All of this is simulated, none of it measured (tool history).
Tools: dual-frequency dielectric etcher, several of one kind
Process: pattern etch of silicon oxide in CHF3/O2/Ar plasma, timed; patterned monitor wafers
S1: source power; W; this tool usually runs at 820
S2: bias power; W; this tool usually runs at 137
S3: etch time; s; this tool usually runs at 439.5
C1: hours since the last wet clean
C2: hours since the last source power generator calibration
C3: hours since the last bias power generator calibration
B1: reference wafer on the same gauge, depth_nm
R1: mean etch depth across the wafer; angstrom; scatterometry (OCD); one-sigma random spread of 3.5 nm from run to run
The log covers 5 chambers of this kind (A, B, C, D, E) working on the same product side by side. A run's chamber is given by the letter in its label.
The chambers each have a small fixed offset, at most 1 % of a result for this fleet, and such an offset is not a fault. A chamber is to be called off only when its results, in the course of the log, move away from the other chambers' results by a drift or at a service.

{"run": "1A", "hour": 5.6, "S1": 820, "S2": 137, "S3": 439.5, "C1": 538.1, "C2": 3693.7, "C3": 257.6, "B1": 871.24, "R1": 9065.1}
{"run": "2D", "hour": 13.2, "S1": 820, "S2": 137, "S3": 439.5, "C1": 25.2, "C2": 815.8, "C3": 1261.3, "B1": 871.4, "R1": 8884.4}
{"run": "3C", "hour": 18.9, "S1": 820, "S2": 137, "S3": 439.5, "C1": 596.8, "C2": 2923.1, "C3": 2914.3, "B1": 871.53, "R1": 8968.1}
{"hour": 23.6, "done": "chamber A: wet clean of the chamber"}
{"run": "4B", "hour": 26.1, "S1": 820, "S2": 137, "S3": 439.5, "C1": 183.3, "C2": 1558, "C3": 139.1, "B1": 871.37, "R1": 9023.2}
{"run": "5E", "hour": 30.8, "S1": 820, "S2": 137, "S3": 439.5, "C1": 283.8, "C2": 867.2, "C3": 2561.7, "B1": 872.99, "R1": 9001.5}
{"run": "6C", "hour": 39.0, "S1": 820, "S2": 137, "S3": 439.5, "C1": 616.9, "C2": 2943.2, "C3": 2934.4, "B1": 871.34, "R1": 8975.5}
{"run": "7D", "hour": 46.7, "S1": 820, "S2": 137, "S3": 439.5, "C1": 58.7, "C2": 849.3, "C3": 1294.8, "B1": 871.86, "R1": 8911.9}
{"hour": 49.8, "done": "chamber C: bias power generator calibrated"}
{"run": "8A", "hour": 52.2, "S1": 820, "S2": 137, "S3": 439.5, "C1": 28.7, "C2": 3740.3, "C3": 304.2, "B1": 871.92, "R1": 9088.1}
{"run": "9E", "hour": 57.4, "S1": 820, "S2": 137, "S3": 439.5, "C1": 310.4, "C2": 893.8, "C3": 2588.3, "B1": 872.35, "R1": 9012.8}
{"run": "10B", "hour": 62.3, "S1": 820, "S2": 137, "S3": 439.5, "C1": 219.5, "C2": 1594.2, "C3": 175.3, "B1": 871.46, "R1": 8994.7}
{"hour": 70.4, "done": "chamber C: wet clean of the chamber"}
{"run": "11D", "hour": 71.5, "S1": 820, "S2": 137, "S3": 439.5, "C1": 83.5, "C2": 874.1, "C3": 1319.6, "B1": 872.23, "R1": 8961.9}
{"run": "12E", "hour": 78.0, "S1": 820, "S2": 137, "S3": 439.5, "C1": 331, "C2": 914.4, "C3": 2608.9, "B1": 871.7, "R1": 8999.2}
{"run": "13B", "hour": 86.9, "S1": 820, "S2": 137, "S3": 439.5, "C1": 244.1, "C2": 1618.8, "C3": 199.9, "B1": 872.49, "R1": 9022.7}
{"run": "14C", "hour": 91.8, "S1": 820, "S2": 137, "S3": 439.5, "C1": 21.4, "C2": 2996, "C3": 42, "B1": 871.14, "R1": 8946.6}
{"run": "15A", "hour": 101.8, "S1": 820, "S2": 137, "S3": 439.5, "C1": 78.3, "C2": 3789.9, "C3": 353.8, "B1": 871.61, "R1": 9049.3}
{"run": "16A", "hour": 108.2, "S1": 820, "S2": 137, "S3": 439.5, "C1": 84.7, "C2": 3796.3, "C3": 360.2, "B1": 871.85, "R1": 9063.1}
{"run": "17C", "hour": 118.5, "S1": 820, "S2": 137, "S3": 439.5, "C1": 48.1, "C2": 3022.7, "C3": 68.7, "B1": 871.95, "R1": 8946.5}
{"run": "18B", "hour": 123.8, "S1": 820, "S2": 137, "S3": 439.5, "C1": 281, "C2": 1655.7, "C3": 236.8, "B1": 872.76, "R1": 9098.3}
{"run": "19D", "hour": 129.9, "S1": 820, "S2": 164, "S3": 501, "C1": 141.9, "C2": 932.5, "C3": 1378, "B1": 871.84, "R1": 10708}
{"run": "20E", "hour": 134.6, "S1": 820, "S2": 164, "S3": 501, "C1": 387.6, "C2": 971, "C3": 2665.5, "B1": 871.6, "R1": 11159}
{"run": "21E", "hour": 143.9, "S1": 820, "S2": 164, "S3": 501, "C1": 396.9, "C2": 980.3, "C3": 2674.8, "B1": 872.35, "R1": 11044}
{"run": "22C", "hour": 152.3, "S1": 820, "S2": 164, "S3": 501, "C1": 81.9, "C2": 3056.5, "C3": 102.5, "B1": 872, "R1": 10844}
{"run": "23B", "hour": 158.0, "S1": 820, "S2": 164, "S3": 501, "C1": 315.2, "C2": 1689.9, "C3": 271, "B1": 872.5, "R1": 10939}
{"run": "24A", "hour": 167.3, "S1": 820, "S2": 137, "S3": 439.5, "C1": 143.8, "C2": 3855.4, "C3": 419.3, "B1": 871.04, "R1": 9029.1}
{"run": "25D", "hour": 176.1, "S1": 820, "S2": 137, "S3": 439.5, "C1": 188.1, "C2": 978.7, "C3": 1424.2, "B1": 872.16, "R1": 8960.4}
{"run": "26E", "hour": 182.2, "S1": 910, "S2": 112, "S3": 439.5, "C1": 435.2, "C2": 1018.6, "C3": 2713.1, "B1": 872, "R1": 9130.1}
{"run": "27D", "hour": 190.9, "S1": 910, "S2": 112, "S3": 439.5, "C1": 202.9, "C2": 993.5, "C3": 1439, "B1": 872.03, "R1": 8764.9}
{"run": "28C", "hour": 198.3, "S1": 910, "S2": 112, "S3": 439.5, "C1": 127.9, "C2": 3102.5, "C3": 148.5, "B1": 871.44, "R1": 8795}
{"run": "29A", "hour": 207.0, "S1": 910, "S2": 112, "S3": 439.5, "C1": 183.5, "C2": 3895.1, "C3": 459, "B1": 871.6, "R1": 8916.3}
{"run": "30B", "hour": 215.0, "S1": 910, "S2": 112, "S3": 439.5, "C1": 372.2, "C2": 1746.9, "C3": 328, "B1": 871.19, "R1": 8800.5}
{"run": "31C", "hour": 221.5, "S1": 820, "S2": 137, "S3": 439.5, "C1": 151.1, "C2": 3125.7, "C3": 171.7, "B1": 871.94, "R1": 8957.5}
{"run": "32D", "hour": 229.6, "S1": 820, "S2": 137, "S3": 439.5, "C1": 241.6, "C2": 1032.2, "C3": 1477.7, "B1": 872.24, "R1": 8935.3}

For the next run the whole fleet of 5 chambers uses the same settings. Give each chamber's results:
{"run": "33A", "hour": 237.3, "S1": 820, "S2": 137, "S3": 439.5, "R1": "?"}
{"run": "33B", "hour": 237.3, "S1": 820, "S2": 137, "S3": 439.5, "R1": "?"}
{"run": "33C", "hour": 237.3, "S1": 820, "S2": 137, "S3": 439.5, "R1": "?"}
{"run": "33D", "hour": 237.3, "S1": 820, "S2": 137, "S3": 439.5, "R1": "?"}
{"run": "33E", "hour": 237.3, "S1": 820, "S2": 137, "S3": 439.5, "R1": "?"}

run=33A R1=9035.2
run=33B R1=9025.4
run=33C R1=8905.8
run=33D R1=8933.4
run=33E R1=9391.1
